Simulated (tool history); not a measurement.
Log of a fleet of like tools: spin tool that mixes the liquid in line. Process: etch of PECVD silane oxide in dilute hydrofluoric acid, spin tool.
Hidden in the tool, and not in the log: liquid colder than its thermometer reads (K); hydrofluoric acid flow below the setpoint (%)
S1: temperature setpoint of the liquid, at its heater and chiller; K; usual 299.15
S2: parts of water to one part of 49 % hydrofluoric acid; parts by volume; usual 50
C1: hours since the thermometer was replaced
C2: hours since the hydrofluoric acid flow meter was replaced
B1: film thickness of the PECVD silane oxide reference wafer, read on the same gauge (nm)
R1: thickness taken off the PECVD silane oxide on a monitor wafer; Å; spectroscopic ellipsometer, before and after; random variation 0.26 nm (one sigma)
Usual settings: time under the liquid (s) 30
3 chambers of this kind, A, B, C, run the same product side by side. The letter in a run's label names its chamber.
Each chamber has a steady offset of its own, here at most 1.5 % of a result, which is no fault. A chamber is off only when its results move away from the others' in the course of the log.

Run 1A, day 0.567: usual settings; C1 107.8; C2 236.4; B1 110.01. Result: R1 340.09 Å.
Run 2B, day 1.083: usual settings; C1 80.2; C2 104.7; B1 110.01. Result: R1 338.56 Å.
Run 3C, day 1.546: usual settings; C1 652.3; C2 700.9; B1 109.99. Result: R1 347.28 Å.
Run 4A, day 1.842: usual settings; C1 138.4; C2 267.0; B1 110.01. Result: R1 338.40 Å.
Run 5C, day 2.283: usual settings; C1 670.0; C2 718.6; B1 110.00. Result: R1 342.42 Å.
Run 6B, day 2.675: usual settings; C1 118.4; C2 142.9; B1 109.98. Result: R1 337.29 Å.
Run 7C, day 3.150: usual settings but S1 301.65 K, S2 25 parts by volume; C1 690.8; C2 739.4; B1 110.01. Result: R1 794.35 Å.
Run 8A, day 3.625: usual settings but S1 301.65 K, S2 25 parts by volume; C1 181.2; C2 309.8; B1 109.99. Result: R1 778.88 Å.
Run 9B, day 4.108: usual settings but S1 301.65 K, S2 25 parts by volume; C1 152.8; C2 177.3; B1 109.98. Result: R1 759.13 Å.
Run 10A, day 4.717: usual settings; C1 207.4; C2 336.0; B1 109.99. Result: R1 339.38 Å.
Run 11C, day 5.342: usual settings; C1 743.4; C2 792.0; B1 109.99. Result: R1 340.76 Å.
Run 12B, day 5.896: usual settings; C1 195.7; C2 220.2; B1 109.98. Result: R1 326.60 Å.
Run 13C, day 6.558: usual settings; C1 772.6; C2 821.2; B1 110.00. Result: R1 346.81 Å.
Run 14B, day 7.171: usual settings; C1 226.3; C2 250.8; B1 110.00. Result: R1 317.92 Å.
Run 15A, day 7.488: usual settings; C1 273.9; C2 402.5; B1 110.00. Result: R1 338.50 Å.
Run 16C, day 7.954: usual settings; C1 806.1; C2 854.7; B1 109.99. Result: R1 336.13 Å.
Run 17A, day 8.517: usual settings; C1 298.6; C2 427.2; B1 109.99. Result: R1 335.31 Å.
Run 18B, day 9.158: usual settings; C1 274.0; C2 298.5; B1 110.02. Result: R1 312.37 Å.
Run 19A, day 9.546: usual settings but S1 301.65 K, S2 60 parts by volume; C1 323.3; C2 451.9; B1 110.01. Result: R1 304.67 Å.
Run 20C, day 10.004: usual settings but S1 301.65 K, S2 60 parts by volume; C1 855.3; C2 903.9; B1 109.99. Result: R1 307.61 Å.

Is one chamber off against the others, does the gauge drift, or is nothing wrong? If a chamber is off, say which, and what the likeliest cause is.

Chamber B drifts away from the others.
Cause: hydrofluoric acid flow below the setpoint (%) = 8.54.
The log may not tell that from: liquid colder than its thermometer reads (K).

Here are 4 candidates for chamber B's next run, each the usual settings with a change, their results left as question marks. Which one brings its results back in line with what the others give on the usual settings?
In line means no further than this from the other chambers' mean on the usual settings: R1 9.20 Å
Run 21B-1, day 10.479: usual settings but S2 55 parts by volume. Result: R1 ?.
Run 21B-2, day 10.479: usual settings but S2 45 parts by volume. Result: R1 ?.
Run 21B-3, day 10.479: usual settings but S1 300.65 K. Result: R1 ?.
Run 21B-4, day 10.479: usual settings but S1 297.65 K. Result: R1 ?.

The other chambers' mean on the usual settings: R1 339.96 Å
  run      R1
21B-1  276.67
21B-2  344.30
21B-3  326.34
21B-4  288.55
21B-2 brings the chamber back in line.
